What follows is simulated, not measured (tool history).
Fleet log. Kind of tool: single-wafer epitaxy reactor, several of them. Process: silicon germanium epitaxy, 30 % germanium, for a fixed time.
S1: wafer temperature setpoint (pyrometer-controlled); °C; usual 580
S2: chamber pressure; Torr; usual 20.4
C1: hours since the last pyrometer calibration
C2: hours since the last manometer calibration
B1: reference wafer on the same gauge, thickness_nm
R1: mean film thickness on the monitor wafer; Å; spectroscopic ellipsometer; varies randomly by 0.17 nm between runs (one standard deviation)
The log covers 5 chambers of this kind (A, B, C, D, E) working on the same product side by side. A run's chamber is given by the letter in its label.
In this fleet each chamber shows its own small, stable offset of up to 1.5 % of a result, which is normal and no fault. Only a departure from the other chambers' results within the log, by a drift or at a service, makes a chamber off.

{"run": "1B", "hour": 7.6, "S1": 580, "S2": 20.4, "C1": 1255.1, "C2": 982.4, "B1": 33.393, "R1": 410.28}
{"run": "2A", "hour": 16.4, "S1": 580, "S2": 20.4, "C1": 824.5, "C2": 623.7, "B1": 33.38, "R1": 409.28}
{"run": "3C", "hour": 24.2, "S1": 580, "S2": 20.4, "C1": 109.2, "C2": 1952.0, "B1": 33.382, "R1": 412.9}
{"run": "4E", "hour": 30.5, "S1": 580, "S2": 20.4, "C1": 423.3, "C2": 1508.4, "B1": 33.395, "R1": 412.64}
{"run": "5D", "hour": 36.3, "S1": 580, "S2": 22.9, "C1": 591.3, "C2": 1284.5, "B1": 33.425, "R1": 436.9}
{"run": "6D", "hour": 46.1, "S1": 580, "S2": 22.9, "C1": 601.1, "C2": 1294.3, "B1": 33.416, "R1": 433.57}
{"run": "7E", "hour": 55.5, "S1": 580, "S2": 22.9, "C1": 448.3, "C2": 1533.4, "B1": 33.41, "R1": 430.56}
{"run": "8B", "hour": 62.0, "S1": 580, "S2": 22.9, "C1": 1309.5, "C2": 1036.8, "B1": 33.399, "R1": 426.38}
{"run": "9A", "hour": 69.4, "S1": 580, "S2": 22.9, "C1": 877.5, "C2": 676.7, "B1": 33.393, "R1": 430.48}
{"run": "10C", "hour": 76.4, "S1": 580, "S2": 20.4, "C1": 161.4, "C2": 2004.2, "B1": 33.422, "R1": 415.77}
{"run": "11E", "hour": 85.6, "S1": 571, "S2": 20.4, "C1": 478.4, "C2": 1563.5, "B1": 33.388, "R1": 344.55}
{"run": "12C", "hour": 92.3, "S1": 571, "S2": 20.4, "C1": 177.3, "C2": 2020.1, "B1": 33.382, "R1": 347.28}
{"run": "13D", "hour": 99.4, "S1": 571, "S2": 20.4, "C1": 654.4, "C2": 1347.6, "B1": 33.395, "R1": 352.55}
{"run": "14A", "hour": 109.7, "S1": 571, "S2": 20.4, "C1": 917.8, "C2": 717.0, "B1": 33.372, "R1": 343.51}
{"run": "15B", "hour": 116.8, "S1": 571, "S2": 20.4, "C1": 1364.3, "C2": 1091.6, "B1": 33.395, "R1": 344.71}
{"run": "16D", "hour": 124.0, "S1": 580, "S2": 20.4, "C1": 679.0, "C2": 1372.2, "B1": 33.399, "R1": 416.25}
{"run": "17A", "hour": 131.5, "S1": 580, "S2": 20.4, "C1": 939.6, "C2": 738.8, "B1": 33.412, "R1": 407.05}
{"run": "18B", "hour": 141.2, "S1": 580, "S2": 20.4, "C1": 1388.7, "C2": 1116.0, "B1": 33.407, "R1": 406.97}
{"run": "19C", "hour": 152.0, "S1": 580, "S2": 20.4, "C1": 237.0, "C2": 2079.8, "B1": 33.353, "R1": 410.56}
{"run": "20E", "hour": 162.1, "S1": 580, "S2": 20.4, "C1": 554.9, "C2": 1640.0, "B1": 33.405, "R1": 408.47}
{"run": "21D", "hour": 170.9, "S1": 580, "S2": 20.4, "C1": 725.9, "C2": 1419.1, "B1": 33.383, "R1": 419.89}
{"run": "22E", "hour": 180.0, "S1": 580, "S2": 20.4, "C1": 572.8, "C2": 1657.9, "B1": 33.39, "R1": 409.52}
{"run": "23A", "hour": 188.2, "S1": 580, "S2": 20.4, "C1": 996.3, "C2": 795.5, "B1": 33.397, "R1": 409.88}
{"run": "24C", "hour": 194.9, "S1": 591, "S2": 20.4, "C1": 279.9, "C2": 2122.7, "B1": 33.43, "R1": 510.16}
{"run": "25B", "hour": 201.7, "S1": 591, "S2": 20.4, "C1": 1449.2, "C2": 1176.5, "B1": 33.399, "R1": 501.49}
{"run": "26C", "hour": 211.6, "S1": 591, "S2": 20.4, "C1": 296.6, "C2": 2139.4, "B1": 33.443, "R1": 505.16}
{"run": "27E", "hour": 223.1, "S1": 591, "S2": 20.4, "C1": 615.9, "C2": 1701.0, "B1": 33.416, "R1": 504.34}
{"run": "28A", "hour": 229.9, "S1": 591, "S2": 20.4, "C1": 1038.0, "C2": 837.2, "B1": 33.396, "R1": 503.33}
{"run": "29B", "hour": 235.4, "S1": 580, "S2": 20.4, "C1": 1482.9, "C2": 1210.2, "B1": 33.38, "R1": 407.21}
{"run": "30D", "hour": 241.4, "S1": 580, "S2": 16.3, "C1": 796.4, "C2": 1489.6, "B1": 33.404, "R1": 394.64}
{"run": "31C", "hour": 248.5, "S1": 580, "S2": 16.3, "C1": 333.5, "C2": 2176.3, "B1": 33.362, "R1": 379.13}
{"run": "32A", "hour": 256.3, "S1": 580, "S2": 16.3, "C1": 1064.4, "C2": 863.6, "B1": 33.396, "R1": 375.07}
{"run": "33B", "hour": 266.2, "S1": 580, "S2": 16.3, "C1": 1513.7, "C2": 1241.0, "B1": 33.426, "R1": 373.15}
{"run": "34D", "hour": 275.0, "S1": 580, "S2": 16.3, "C1": 830.0, "C2": 1523.2, "B1": 33.403, "R1": 391.26}
{"run": "35E", "hour": 285.8, "S1": 580, "S2": 20.4, "C1": 678.6, "C2": 1763.7, "B1": 33.387, "R1": 409.79}

One chamber off, gauge drift, or nothing amiss beyond the chambers' own small offsets? If it is a chamber, which one, and what is the likeliest cause?

Little by little, chamber D moves away from the other chambers.
Most likely cause: wafer temperature above the value expected at the setpoint (K) = 2.66.

Here are 4 candidates for chamber D's next run, each the usual settings with a change, their results left as question marks. Which one brings its results back in line with what the others give on the usual settings?
Counts as in line when no further than this from what the other chambers average on the usual settings: R1 6.00 Å
{"run": "36D-1", "hour": 294.4, "S1": 584, "S2": 20.8, "R1": "?"}
{"run": "36D-2", "hour": 294.4, "S1": 576, "S2": 20.0, "R1": "?"}
{"run": "36D-3", "hour": 294.4, "S1": 580, "S2": 17.7, "R1": "?"}
{"run": "36D-4", "hour": 294.4, "S1": 580, "S2": 23.1, "R1": "?"}

Other chambers, usual settings, mean: R1 410.20 Å
run=36D-1 R1=471.21
run=36D-2 R1=398.61
run=36D-3 R1=410.14
run=36D-4 R1=455.27
With 36D-3, the chamber falls back in line with the rest.

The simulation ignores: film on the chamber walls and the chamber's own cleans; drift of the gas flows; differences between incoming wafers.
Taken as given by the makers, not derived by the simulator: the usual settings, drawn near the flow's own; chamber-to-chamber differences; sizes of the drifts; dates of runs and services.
